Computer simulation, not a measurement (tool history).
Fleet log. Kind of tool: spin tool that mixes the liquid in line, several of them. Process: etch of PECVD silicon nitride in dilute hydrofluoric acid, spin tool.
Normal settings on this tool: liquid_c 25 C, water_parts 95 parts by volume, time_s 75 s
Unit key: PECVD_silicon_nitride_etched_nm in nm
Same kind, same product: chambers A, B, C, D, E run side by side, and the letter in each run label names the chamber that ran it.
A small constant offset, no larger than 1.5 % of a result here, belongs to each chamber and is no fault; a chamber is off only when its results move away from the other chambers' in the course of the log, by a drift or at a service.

| run | hour | liquid_c | water_parts | time_s | hours since the thermometer was replaced | hours since the hydrofluoric acid flow meter was replaced | read-back film thickness of the PECVD silicon nitride reference wafer, read on the same gauge (nm) | PECVD_silicon_nitride_etched_nm |
|---|---|---|---|---|---|---|---|---|
| 1B | 11.1 | 25 | 95 | 75 | 1586.9 | 1135.5 | 119.99 | 4.6499 |
| 2C | 19.9 | 25 | 95 | 75 | 1409.6 | 518.5 | 120.02 | 4.8378 |
| 3D | 30.3 | 25 | 95 | 75 | 244.6 | 1240.7 | 120.01 | 4.7014 |
| 4E | 41.7 | 25 | 95 | 75 | 900.4 | 1604.6 | 119.97 | 4.7603 |
| 5A | 50.3 | 25 | 95 | 75 | 1014.6 | 613.7 | 119.98 | 4.6557 |
| 6D | 57.7 | 25 | 95 | 75 | 272 | 1268.1 | 120.01 | 4.6633 |
| 7A | 63.3 | 25 | 95 | 75 | 1027.6 | 626.7 | 119.99 | 4.6968 |
| 8E | 73 | 25 | 95 | 75 | 931.7 | 1635.9 | 120.02 | 4.7706 |
| 9C | 79.5 | 25 | 95 | 75 | 1469.2 | 578.1 | 119.98 | 4.8717 |
| 10B | 84.9 | 25 | 95 | 75 | 1660.7 | 1209.3 | 120.01 | 4.6612 |
| 11E | 93.2 | 25 | 95 | 75 | 951.9 | 1656.1 | 120.03 | 4.8693 |
| 12A | 103.4 | 22 | 95 | 115 | 1067.7 | 666.8 | 120 | 5.7444 |
| 13D | 110 | 22 | 95 | 115 | 324.3 | 1320.4 | 120.01 | 5.9834 |
|  | 111.2 | chamber D: hydrofluoric acid flow meter replaced |
| 14B | 119.2 | 22 | 95 | 115 | 1695 | 1243.6 | 120.01 | 5.8793 |
| 15C | 124.6 | 22 | 95 | 115 | 1514.3 | 623.2 | 119.98 | 6.0009 |
| 16C | 135.3 | 22 | 95 | 115 | 1525 | 633.9 | 120.03 | 6.1502 |
| 17E | 143.6 | 23.5 | 95 | 45 | 1002.3 | 1706.5 | 120.03 | 2.6385 |
| 18A | 149 | 23.5 | 95 | 45 | 1113.3 | 712.4 | 120.01 | 2.4213 |
| 19D | 158.5 | 23.5 | 95 | 45 | 372.8 | 47.4 | 119.97 | 2.6015 |
| 20B | 165.7 | 23.5 | 95 | 45 | 1741.5 | 1290.1 | 119.96 | 2.5464 |
| 21E | 172.2 | 23.5 | 95 | 45 | 1030.9 | 1735.1 | 120.04 | 2.634 |
| 22A | 181.6 | 25 | 95 | 75 | 1145.9 | 745 | 120.02 | 4.496 |
| 23D | 188.1 | 25 | 95 | 75 | 402.4 | 77 | 120.02 | 4.8065 |
| 24B | 193.8 | 25 | 95 | 75 | 1769.6 | 1318.2 | 120 | 4.6844 |
|  | 195.7 | chamber E: hydrofluoric acid flow meter replaced |
| 25C | 202.3 | 25 | 95 | 75 | 1592 | 700.9 | 120.01 | 4.8084 |
| 26B | 209.6 | 25 | 95 | 75 | 1785.4 | 1334 | 120 | 4.6746 |
| 27A | 219.3 | 25 | 95 | 75 | 1183.6 | 782.7 | 119.99 | 4.4595 |
| 28C | 227.5 | 25 | 95 | 75 | 1617.2 | 726.1 | 120.01 | 4.8789 |
| 29E | 237.1 | 25 | 95 | 75 | 1095.8 | 41.5 | 120.02 | 4.7765 |
| 30D | 244.2 | 25 | 95 | 75 | 458.5 | 133.1 | 120 | 4.7548 |
| 31E | 254.5 | 25 | 95 | 75 | 1113.2 | 58.9 | 120.01 | 4.7581 |
| 32A | 259.6 | 25 | 50 | 75 | 1223.9 | 823 | 120.01 | 7.9449 |
| 33B | 266 | 25 | 50 | 75 | 1841.8 | 1390.4 | 120 | 8.7224 |
| 34D | 271.2 | 25 | 50 | 75 | 485.5 | 160.1 | 119.99 | 8.9244 |
| 35C | 279.6 | 25 | 50 | 75 | 1669.3 | 778.2 | 120.03 | 9.1915 |
| 36C | 284.7 | 25 | 50 | 75 | 1674.4 | 783.3 | 120.03 | 8.986 |
| 37B | 296 | 25 | 95 | 75 | 1871.8 | 1420.4 | 120 | 4.7321 |
| 38E | 301.4 | 21.5 | 95 | 75 | 1160.1 | 105.8 | 120.03 | 3.8623 |
| 39D | 311.1 | 21.5 | 95 | 75 | 525.4 | 200 | 119.97 | 3.7654 |
|  | 312.1 | chamber A: thermometer replaced |
| 40A | 320.9 | 21.5 | 95 | 75 | 8.9 | 884.3 | 120.02 | 3.3832 |
| 41B | 332.2 | 21.5 | 95 | 75 | 1908 | 1456.6 | 120 | 3.7477 |
| 42A | 341.8 | 21.5 | 95 | 75 | 29.8 | 905.2 | 119.96 | 3.3319 |
| 43C | 347.4 | 25 | 95 | 75 | 1737.1 | 846 | 120.01 | 4.8352 |

What goes on in this fleet: one chamber off, a drifting gauge, or nothing beyond the chambers' own small offsets? Name the chamber and the cause, if any.

Little by little, chamber A moves away from the other chambers.
What lies behind it: hydrofluoric acid flow below the setpoint (%) = 12.1.

Chamber A could run next with any of the 4 candidate recipes listed below; each alters the usual settings, and their results appear as question marks. Which one brings its results back in line with what the other chambers deliver on the usual settings?
Counts as in line when no further than this from what the other chambers average on the usual settings: PECVD_silicon_nitride_etched_nm 0.16 nm
| 44A-1 | 355.7 | 24.5 | 105 | 75 |  |  |  | ? |
| 44A-2 | 355.7 | 25 | 95 | 80 |  |  |  | ? |
| 44A-3 | 355.7 | 25 | 95 | 70 |  |  |  | ? |
| 44A-4 | 355.7 | 25 | 90 | 80 |  |  |  | ? |

Other chambers, usual settings, mean: PECVD_silicon_nitride_etched_nm 4.7683 nm
| run | PECVD_silicon_nitride_etched_nm |
|---|---|
| 44A-1 | 3.6873 |
| 44A-2 | 4.4771 |
| 44A-3 | 3.9175 |
| 44A-4 | 4.7198 |
44A-4 is the one that brings the chamber's results back in line with the other chambers.
